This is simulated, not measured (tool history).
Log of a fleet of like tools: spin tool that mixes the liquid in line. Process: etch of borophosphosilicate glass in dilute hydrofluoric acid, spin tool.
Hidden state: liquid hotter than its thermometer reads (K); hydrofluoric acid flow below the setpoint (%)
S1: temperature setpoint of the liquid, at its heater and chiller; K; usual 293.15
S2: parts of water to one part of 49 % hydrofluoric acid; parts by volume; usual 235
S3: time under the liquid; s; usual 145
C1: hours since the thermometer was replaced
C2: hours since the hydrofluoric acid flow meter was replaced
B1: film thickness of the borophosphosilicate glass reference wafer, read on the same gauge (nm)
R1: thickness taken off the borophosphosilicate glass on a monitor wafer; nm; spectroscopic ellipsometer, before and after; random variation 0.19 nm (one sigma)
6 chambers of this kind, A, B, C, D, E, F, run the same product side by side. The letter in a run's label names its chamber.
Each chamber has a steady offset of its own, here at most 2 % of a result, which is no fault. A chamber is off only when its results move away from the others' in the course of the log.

Run 1A, hour 12.3: usual settings; C1 852; C2 736.4; B1 90.009. Result: R1 27.592 nm.
Run 2E, hour 22.2: usual settings; C1 821.7; C2 1069.1; B1 89.987. Result: R1 27.126 nm.
Run 3B, hour 29.6: usual settings; C1 1316.9; C2 1583.6; B1 89.966. Result: R1 27.419 nm.
Run 4C, hour 41.3: usual settings; C1 560.7; C2 560; B1 89.979. Result: R1 27.255 nm.
Run 5D, hour 51.1: usual settings; C1 379.8; C2 1235.9; B1 89.991. Result: R1 26.988 nm.
Run 6F, hour 59.4: usual settings; C1 824.8; C2 690.7; B1 89.986. Result: R1 26.985 nm.
Run 7C, hour 67.1: usual settings; C1 586.5; C2 585.8; B1 89.976. Result: R1 27.118 nm.
Run 8F, hour 75.9: usual settings; C1 841.3; C2 707.2; B1 90.008. Result: R1 27.408 nm.
At hour 84.8: chamber C: hydrofluoric acid flow meter replaced.
Run 9A, hour 86.7: usual settings; C1 926.4; C2 810.8; B1 90.021. Result: R1 27.559 nm.
Run 10E, hour 95.4: usual settings; C1 894.9; C2 1142.3; B1 89.994. Result: R1 27.133 nm.
Run 11B, hour 101.8: usual settings; C1 1389.1; C2 1655.8; B1 89.983. Result: R1 27.05 nm.
Run 12D, hour 115.7: usual settings but S1 296.65 K, S2 335 parts by volume; C1 444.4; C2 1300.5; B1 90.011. Result: R1 19.69 nm.
Run 13C, hour 128.1: usual settings but S1 296.65 K, S2 335 parts by volume; C1 647.5; C2 43.3; B1 89.976. Result: R1 19.7 nm.
Run 14D, hour 135.8: usual settings but S1 296.65 K, S2 335 parts by volume; C1 464.5; C2 1320.6; B1 90.022. Result: R1 19.533 nm.
Run 15A, hour 144.6: usual settings but S1 296.65 K, S2 335 parts by volume; C1 984.3; C2 868.7; B1 90.013. Result: R1 19.895 nm.
Run 16B, hour 153.6: usual settings but S1 296.65 K, S2 335 parts by volume; C1 1440.9; C2 1707.6; B1 90.014. Result: R1 19.837 nm.
Run 17F, hour 163.8: usual settings but S1 296.65 K, S2 335 parts by volume; C1 929.2; C2 795.1; B1 89.999. Result: R1 19.576 nm.
Run 18E, hour 175.5: usual settings; C1 975; C2 1222.4; B1 90.01. Result: R1 27.114 nm.
At hour 176: chamber E: hydrofluoric acid flow meter replaced.
Run 19B, hour 188.2: usual settings; C1 1475.5; C2 1742.2; B1 90.006. Result: R1 27.242 nm.
Run 20C, hour 199.7: usual settings; C1 719.1; C2 114.9; B1 90.013. Result: R1 27.133 nm.
Run 21F, hour 212.8: usual settings but S2 165 parts by volume; C1 978.2; C2 844.1; B1 89.988. Result: R1 42.083 nm.
Run 22D, hour 220.2: usual settings but S2 165 parts by volume; C1 548.9; C2 1405; B1 89.996. Result: R1 41.12 nm.
Run 23E, hour 230.9: usual settings but S2 165 parts by volume; C1 1030.4; C2 55; B1 90.005. Result: R1 41.278 nm.
Run 24A, hour 243.2: usual settings but S2 165 parts by volume; C1 1082.9; C2 967.3; B1 90.005. Result: R1 40.321 nm.
Run 25E, hour 256.2: usual settings but S2 165 parts by volume; C1 1055.7; C2 80.3; B1 90.021. Result: R1 41.396 nm.
Run 26D, hour 263.9: usual settings but S2 165 parts by volume; C1 592.6; C2 1448.7; B1 89.981. Result: R1 42.033 nm.
At hour 265.4: chamber F: thermometer replaced.
Run 27C, hour 273.5: usual settings; C1 792.9; C2 188.7; B1 89.998. Result: R1 27.391 nm.
Run 28F, hour 281.3: usual settings; C1 15.9; C2 912.6; B1 89.976. Result: R1 27.288 nm.
Run 29B, hour 292.8: usual settings; C1 1580.1; C2 1846.8; B1 90.002. Result: R1 27.241 nm.
At hour 292.9: chamber D: thermometer replaced.
Run 30A, hour 299.7: usual settings; C1 1139.4; C2 1023.8; B1 90.004. Result: R1 26.522 nm.
Run 31C, hour 308.1: usual settings; C1 827.5; C2 223.3; B1 90.002. Result: R1 27.017 nm.
Run 32D, hour 321.6: usual settings; C1 28.8; C2 1506.4; B1 90.007. Result: R1 26.967 nm.
Run 33F, hour 330: usual settings; C1 64.6; C2 961.3; B1 90.006. Result: R1 27.288 nm.
Run 34E, hour 341.9: usual settings; C1 1141.4; C2 166; B1 89.997. Result: R1 27.197 nm.
Run 35A, hour 354.6: usual settings; C1 1194.3; C2 1078.7; B1 89.994. Result: R1 26.424 nm.
At hour 356.8: chamber B: hydrofluoric acid flow meter replaced.
Run 36B, hour 365.1: usual settings; C1 1652.4; C2 8.3; B1 90.006. Result: R1 27.555 nm.
Run 37B, hour 376.8: usual settings; C1 1664.1; C2 20; B1 90.03. Result: R1 27.529 nm.
Run 38A, hour 390.8: usual settings; C1 1230.5; C2 1114.9; B1 89.996. Result: R1 26.237 nm.
Run 39E, hour 402.8: usual settings; C1 1202.3; C2 226.9; B1 90.027. Result: R1 27.178 nm.
Run 40F, hour 410: usual settings; C1 144.6; C2 1041.3; B1 89.998. Result: R1 27.439 nm.
Run 41D, hour 417.9: usual settings; C1 125.1; C2 1602.7; B1 89.986. Result: R1 26.965 nm.
Run 42C, hour 425.5: usual settings; C1 944.9; C2 340.7; B1 89.989. Result: R1 27.158 nm.
Run 43F, hour 435: usual settings; C1 169.6; C2 1066.3; B1 89.993. Result: R1 27.226 nm.
Run 44C, hour 446.2: usual settings but S1 297.65 K; C1 965.6; C2 361.4; B1 90.013. Result: R1 32.135 nm.

All 6 chambers run these settings next. Forecast each chamber's results:
Run 45A, hour 456.5: usual settings. Result: R1 ?.
Run 45B, hour 456.5: usual settings. Result: R1 ?.
Run 45C, hour 456.5: usual settings. Result: R1 ?.
Run 45D, hour 456.5: usual settings. Result: R1 ?.
Run 45E, hour 456.5: usual settings. Result: R1 ?.
Run 45F, hour 456.5: usual settings. Result: R1 ?.

run      R1
45A  25.852
45B  27.417
45C  27.403
45D  26.938
45E  27.193
45F   27.16
